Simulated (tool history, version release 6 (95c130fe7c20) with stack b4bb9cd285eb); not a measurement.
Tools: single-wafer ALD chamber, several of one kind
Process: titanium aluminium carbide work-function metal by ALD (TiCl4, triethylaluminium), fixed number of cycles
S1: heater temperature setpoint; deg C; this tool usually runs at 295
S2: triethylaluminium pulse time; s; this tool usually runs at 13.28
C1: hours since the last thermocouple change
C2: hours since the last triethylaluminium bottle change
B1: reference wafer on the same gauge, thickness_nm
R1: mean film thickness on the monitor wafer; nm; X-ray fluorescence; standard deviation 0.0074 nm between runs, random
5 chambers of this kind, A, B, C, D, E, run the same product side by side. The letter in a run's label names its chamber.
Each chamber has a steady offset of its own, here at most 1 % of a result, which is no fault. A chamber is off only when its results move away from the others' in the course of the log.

At hour 0.9: chamber C: triethylaluminium bottle replaced.
Run 1B, hour 9.6: usual settings; C1 583.1; C2 752.4; B1 2.0805. Result: R1 1.997 nm.
Run 2D, hour 14.3: usual settings; C1 343.9; C2 149.3; B1 2.08. Result: R1 1.9842 nm.
Run 3A, hour 24.3: usual settings; C1 817.7; C2 349.4; B1 2.081. Result: R1 2.0042 nm.
Run 4E, hour 32.7: usual settings; C1 304.6; C2 669.4; B1 2.0807. Result: R1 1.9975 nm.
Run 5C, hour 37.8: usual settings; C1 690.2; C2 36.9; B1 2.0816. Result: R1 1.9812 nm.
Run 6D, hour 45.9: usual settings; C1 375.5; C2 180.9; B1 2.0799. Result: R1 1.9942 nm.
Run 7B, hour 51.3: usual settings; C1 624.8; C2 794.1; B1 2.0808. Result: R1 1.9975 nm.
Run 8A, hour 61.1: usual settings; C1 854.5; C2 386.2; B1 2.0774. Result: R1 2.0019 nm.
Run 9E, hour 69.5: usual settings; C1 341.4; C2 706.2; B1 2.0785. Result: R1 1.9897 nm.
Run 10C, hour 77.2: usual settings; C1 729.6; C2 76.3; B1 2.0806. Result: R1 1.9914 nm.
Run 11E, hour 82.9: usual settings; C1 354.8; C2 719.6; B1 2.0783. Result: R1 1.9796 nm.
Run 12B, hour 88.2: usual settings; C1 661.7; C2 831; B1 2.0797. Result: R1 1.9776 nm.
Run 13D, hour 96.2: usual settings; C1 425.8; C2 231.2; B1 2.0816. Result: R1 1.9964 nm.
Run 14C, hour 103.9: usual settings; C1 756.3; C2 103; B1 2.0815. Result: R1 1.9873 nm.
Run 15A, hour 113.1: usual settings; C1 906.5; C2 438.2; B1 2.0795. Result: R1 1.9995 nm.
Run 16A, hour 120.1: usual settings; C1 913.5; C2 445.2; B1 2.0797. Result: R1 2.0071 nm.
Run 17D, hour 127.7: usual settings but S1 306 deg C, S2 8.33 s; C1 457.3; C2 262.7; B1 2.0807. Result: R1 1.9993 nm.
Run 18B, hour 134.5: usual settings but S1 306 deg C, S2 8.33 s; C1 708; C2 877.3; B1 2.0798. Result: R1 1.9812 nm.
Run 19E, hour 142.5: usual settings but S1 306 deg C, S2 8.33 s; C1 414.4; C2 779.2; B1 2.0796. Result: R1 1.998 nm.
Run 20C, hour 150.4: usual settings but S1 306 deg C, S2 8.33 s; C1 802.8; C2 149.5; B1 2.0788. Result: R1 1.9858 nm.
Run 21E, hour 160.4: usual settings but S1 306 deg C, S2 8.33 s; C1 432.3; C2 797.1; B1 2.0817. Result: R1 2.0024 nm.
Run 22A, hour 165.4: usual settings; C1 958.8; C2 490.5; B1 2.0794. Result: R1 2.0028 nm.
Run 23B, hour 175.2: usual settings; C1 748.7; C2 918; B1 2.0819. Result: R1 1.9865 nm.
Run 24D, hour 184.8: usual settings; C1 514.4; C2 319.8; B1 2.079. Result: R1 1.9935 nm.
Run 25C, hour 192.5: usual settings; C1 844.9; C2 191.6; B1 2.0803. Result: R1 1.9996 nm.
Run 26B, hour 200: usual settings; C1 773.5; C2 942.8; B1 2.0798. Result: R1 1.9843 nm.
Run 27A, hour 206.9: usual settings; C1 1000.3; C2 532; B1 2.0787. Result: R1 1.9858 nm.
Run 28D, hour 216.9: usual settings; C1 546.5; C2 351.9; B1 2.0798. Result: R1 1.9897 nm.
Run 29C, hour 225.9: usual settings; C1 878.3; C2 225; B1 2.0806. Result: R1 1.9919 nm.
Run 30E, hour 231: usual settings but S1 285 deg C, S2 18.43 s; C1 502.9; C2 867.7; B1 2.0804. Result: R1 1.919 nm.
Run 31D, hour 238.6: usual settings but S1 285 deg C, S2 18.43 s; C1 568.2; C2 373.6; B1 2.0786. Result: R1 1.9209 nm.
Run 32C, hour 247.7: usual settings but S1 285 deg C, S2 18.43 s; C1 900.1; C2 246.8; B1 2.079. Result: R1 1.9397 nm.
Run 33A, hour 256.3: usual settings but S1 285 deg C, S2 18.43 s; C1 1049.7; C2 581.4; B1 2.0794. Result: R1 1.9305 nm.
Run 34E, hour 265.3: usual settings but S1 285 deg C, S2 18.43 s; C1 537.2; C2 902; B1 2.0791. Result: R1 1.9326 nm.

Has any chamber moved away from the others, gradually or after a service, or does the common gauge drift, or do the chambers differ only by their own small steady offsets? State the chamber and the most likely cause if one applies.

The fleet is healthy, with each chamber sitting at its usual small offset and no drift in the gauge.

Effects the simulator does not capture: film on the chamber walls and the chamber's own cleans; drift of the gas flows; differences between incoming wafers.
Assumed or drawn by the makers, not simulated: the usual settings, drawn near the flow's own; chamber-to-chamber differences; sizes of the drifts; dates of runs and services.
